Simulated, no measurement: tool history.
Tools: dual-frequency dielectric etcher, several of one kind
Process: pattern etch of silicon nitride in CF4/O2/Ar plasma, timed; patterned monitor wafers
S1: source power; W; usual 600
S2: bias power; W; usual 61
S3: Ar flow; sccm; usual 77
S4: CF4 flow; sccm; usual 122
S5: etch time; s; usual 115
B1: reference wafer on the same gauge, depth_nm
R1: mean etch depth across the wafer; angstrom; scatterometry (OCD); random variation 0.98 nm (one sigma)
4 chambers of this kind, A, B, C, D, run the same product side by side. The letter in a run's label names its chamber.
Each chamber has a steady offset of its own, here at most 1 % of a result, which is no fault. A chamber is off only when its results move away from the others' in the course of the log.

run    day   S1  S2  S3   S4   S5      B1      R1
 1D  0.438  600  61  77  122  115  291.87  2901.9
 2C  0.942  600  61  77  122  115  291.83  2905.2
 3A  1.317  600  61  77  122  115  291.92  2860.7
 4B  1.621  600  61  77  122  115  292.05  2889.3
 5D  2.108  600  61  77  122  115  291.83  2899.3
 6C  2.617  500  61  62  122  115  292.19  2534.0
 7B  2.933  500  61  62  122  115  292.00  2499.5
 8A  3.417  500  61  62  122  115  291.96  2499.5
 9C  3.679  500  61  62  122  115  291.95  2526.1
10B  4.075  600  61  77  122  115  292.18  2874.0
11A  4.504  600  61  77  122  115  292.09  2888.5
12D  4.883  600  61  77  122  115  292.03  2888.8
13A  5.125  600  61  77  122  115  291.90  2874.1
14C  5.625  600  61  77  122  115  291.96  2913.6
     5.704  -- chamber C: wet clean of the chamber
15B  6.075  600  61  77  122  115  291.95  2880.0
16D  6.379  600  61  77  122  115  291.95  2921.8
17B  6.921  600  61  77  122  115  292.04  2868.6
18A  7.167  600  61  77  122  115  291.97  2872.9
19D  7.683  600  61  77  122  115  291.94  2890.5
20C  8.125  600  61  77  151  115  291.74  2900.5
     8.321  -- chamber B: bias power generator calibrated
21C  8.446  600  61  77  151  115  291.91  2911.7
22A  8.688  600  61  77  151  115  291.90  2921.0
23D  9.212  600  61  77  151  115  292.11  2945.3
24B  9.488  600  61  77  122  115  292.00  2866.5

All 4 chambers run these settings next. Forecast each chamber's results:
25A  9.875  600  61  77  122  115       ?
25B  9.875  600  61  77  122  115       ?
25C  9.875  600  61  77  122  115       ?
25D  9.875  600  61  77  122  115       ?

run      R1
25A  2894.5
25B  2866.9
25C  2830.4
25D  2896.7
